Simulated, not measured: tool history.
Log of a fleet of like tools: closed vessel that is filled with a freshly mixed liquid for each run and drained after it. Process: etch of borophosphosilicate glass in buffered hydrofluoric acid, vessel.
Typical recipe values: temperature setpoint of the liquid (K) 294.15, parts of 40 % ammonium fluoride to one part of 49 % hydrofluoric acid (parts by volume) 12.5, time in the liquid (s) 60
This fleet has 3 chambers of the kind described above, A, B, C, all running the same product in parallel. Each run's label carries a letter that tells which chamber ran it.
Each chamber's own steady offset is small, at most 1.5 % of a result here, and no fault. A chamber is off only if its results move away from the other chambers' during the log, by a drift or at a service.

run,hour,temperature setpoint of the liquid (K),parts of 40 % ammonium fluoride to one part of 49 % hydrofluoric acid (parts by volume),time in the liquid (s),hours since the thermometer was replaced,hours since the hydrofluoric acid flow meter was replaced,"read-back film thickness of the borophosphosilicate glass reference wafer, read on the same gauge (nm)",thickness taken off the borophosphosilicate glass on a monitor wafer (angstrom)
1C,9.8,294.15,12.5,60,273.0,810.3,100.010,681.07
2B,14.2,294.15,12.5,60,1770.3,332.9,99.982,693.99
3A,24.3,294.15,12.5,60,430.5,33.9,100.020,686.52
4A,33.4,294.15,12.5,60,439.6,43.0,99.994,697.89
5C,38.4,294.15,12.5,60,301.6,838.9,100.050,675.80
6B,43.9,294.15,12.5,60,1800.0,362.6,99.979,691.76
7A,50.0,294.15,12.5,60,456.2,59.6,100.000,700.47
8C,56.6,294.15,15.5,30,319.8,857.1,99.972,277.29
9B,61.7,294.15,15.5,30,1817.8,380.4,99.998,279.31
10A,72.0,294.15,15.5,30,478.2,81.6,99.955,277.32
11B,81.4,294.15,12.5,60,1837.5,400.1,100.000,694.63
12C,90.8,294.15,12.5,60,354.0,891.3,99.967,677.96
13A,100.2,294.15,12.5,60,506.4,109.8,99.990,678.01
14C,109.8,294.15,12.5,60,373.0,910.3,99.952,678.76
15B,117.7,294.15,12.5,60,1873.8,436.4,99.957,686.74
16C,124.9,294.15,12.5,60,388.1,925.4,99.950,680.01
17A,132.0,294.15,12.5,60,538.2,141.6,99.977,649.69
18B,140.6,294.15,12.5,60,1896.7,459.3,99.965,699.94
19B,150.7,294.15,12.5,60,1906.8,469.4,99.990,698.34
20A,158.0,294.15,12.5,60,564.2,167.6,100.040,632.87
21C,167.6,294.15,12.5,60,430.8,968.1,99.956,671.09

Which is it: a chamber that has drifted or been left off by a service, a gauge drift common to all chambers, or only each chamber's usual small offset? If a chamber is off, name it and its likeliest cause.

Chamber A drifts away from the others.
Most likely cause: liquid colder than its thermometer reads (K) = 1.97.
Not necessarily distinguishable in this log from: hydrofluoric acid flow below the setpoint (%).

Which of the 4 candidates below, each the usual settings with something changed and its results left as question marks, puts chamber A back in line with what the other chambers give on the usual settings?
To be in line, a result may differ from the other chambers' mean on the usual settings by at most: thickness taken off the borophosphosilicate glass on a monitor wafer (angstrom) 18.00
22A-1,175.0,294.65,12.5,65,,,,?
22A-2,175.0,293.65,12.5,60,,,,?
22A-3,175.0,294.65,12.5,60,,,,?
22A-4,175.0,293.65,13.5,60,,,,?

Average result of the remaining chambers running the usual settings: thickness taken off the borophosphosilicate glass on a monitor wafer (angstrom) 684.01
run,thickness taken off the borophosphosilicate glass on a monitor wafer (angstrom)
22A-1,690.26
22A-2,602.65
22A-3,637.16
22A-4,558.58
The right change is 22A-1: it brings the chamber back within the allowed miss of the others.
